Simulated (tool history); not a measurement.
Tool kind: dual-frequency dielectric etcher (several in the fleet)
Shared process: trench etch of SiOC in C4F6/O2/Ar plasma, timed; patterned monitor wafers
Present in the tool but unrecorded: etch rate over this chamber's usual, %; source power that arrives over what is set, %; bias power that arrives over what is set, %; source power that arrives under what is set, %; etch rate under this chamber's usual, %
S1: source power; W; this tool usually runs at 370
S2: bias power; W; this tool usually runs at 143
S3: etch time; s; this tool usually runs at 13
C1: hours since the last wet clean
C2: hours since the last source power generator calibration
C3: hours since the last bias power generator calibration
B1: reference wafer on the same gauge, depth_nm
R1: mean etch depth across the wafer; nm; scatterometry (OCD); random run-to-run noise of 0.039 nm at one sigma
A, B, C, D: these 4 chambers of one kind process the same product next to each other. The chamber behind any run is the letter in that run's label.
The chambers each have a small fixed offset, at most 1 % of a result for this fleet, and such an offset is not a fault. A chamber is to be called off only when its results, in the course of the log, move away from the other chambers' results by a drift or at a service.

run	hour	S1	S2	S3	C1	C2	C3	B1	R1
1A	4.0	370	143	13	281.5	644.2	984.3	23.796	24.393
2D	10.7	370	143	13	347.5	2980.5	4230.0	23.794	24.517
3C	14.4	370	143	13	384.3	1637.7	967.4	23.780	24.211
4B	19.0	370	143	13	249.6	1377.4	1243.3	23.774	24.266
5A	24.9	370	143	13	302.4	665.1	1005.2	23.766	24.328
6D	28.5	370	143	13	365.3	2998.3	4247.8	23.762	24.462
7C	33.8	370	143	13	403.7	1657.1	986.8	23.763	24.124
8B	38.8	370	143	13	269.4	1397.2	1263.1	23.759	24.250
9C	45.7	320	143	13	415.6	1669.0	998.7	23.750	22.788
10B	52.4	320	143	13	283.0	1410.8	1276.7	23.737	22.921
11D	59.3	320	143	13	396.1	3029.1	4278.6	23.722	23.102
12A	65.1	320	143	13	342.6	705.3	1045.4	23.729	22.925
13D	70.5	370	143	13	407.3	3040.3	4289.8	23.715	24.389
14C	75.9	370	143	13	445.8	1699.2	1028.9	23.714	24.139
15A	82.2	370	143	13	359.7	722.4	1062.5	23.711	24.301
16B	85.7	370	143	13	316.3	1444.1	1310.0	23.711	24.222
17C	91.9	370	143	13	461.8	1715.2	1044.9	23.694	24.002
18B	95.7	370	143	13	326.3	1454.1	1320.0	23.696	24.159
19A	99.3	370	143	13	376.8	739.5	1079.6	23.694	24.244
20D	104.5	370	143	13	441.3	3074.3	4323.8	23.684	24.390
21B	109.7	370	143	13	340.3	1468.1	1334.0	23.678	24.135
22A	113.1	370	143	13	390.6	753.3	1093.4	23.675	24.253
23C	116.5	370	143	13	486.4	1739.8	1069.5	23.665	24.061
24D	122.2	370	143	13	459.0	3092.0	4341.5	23.660	24.267
25B	125.6	370	143	13	356.2	1484.0	1349.9	23.646	24.140
26D	129.0	370	143	13	465.8	3098.8	4348.3	23.651	24.391
27A	133.3	370	143	13	410.8	773.5	1113.6	23.654	24.193

All chambers now run identical settings, listed one chamber a line with results as question marks. What results will each chamber show?
28A	138.5	280	143	13					?
28B	138.5	280	143	13					?
28C	138.5	280	143	13					?
28D	138.5	280	143	13					?

run	R1
28A	21.706
28B	21.649
28C	21.542
28D	21.789

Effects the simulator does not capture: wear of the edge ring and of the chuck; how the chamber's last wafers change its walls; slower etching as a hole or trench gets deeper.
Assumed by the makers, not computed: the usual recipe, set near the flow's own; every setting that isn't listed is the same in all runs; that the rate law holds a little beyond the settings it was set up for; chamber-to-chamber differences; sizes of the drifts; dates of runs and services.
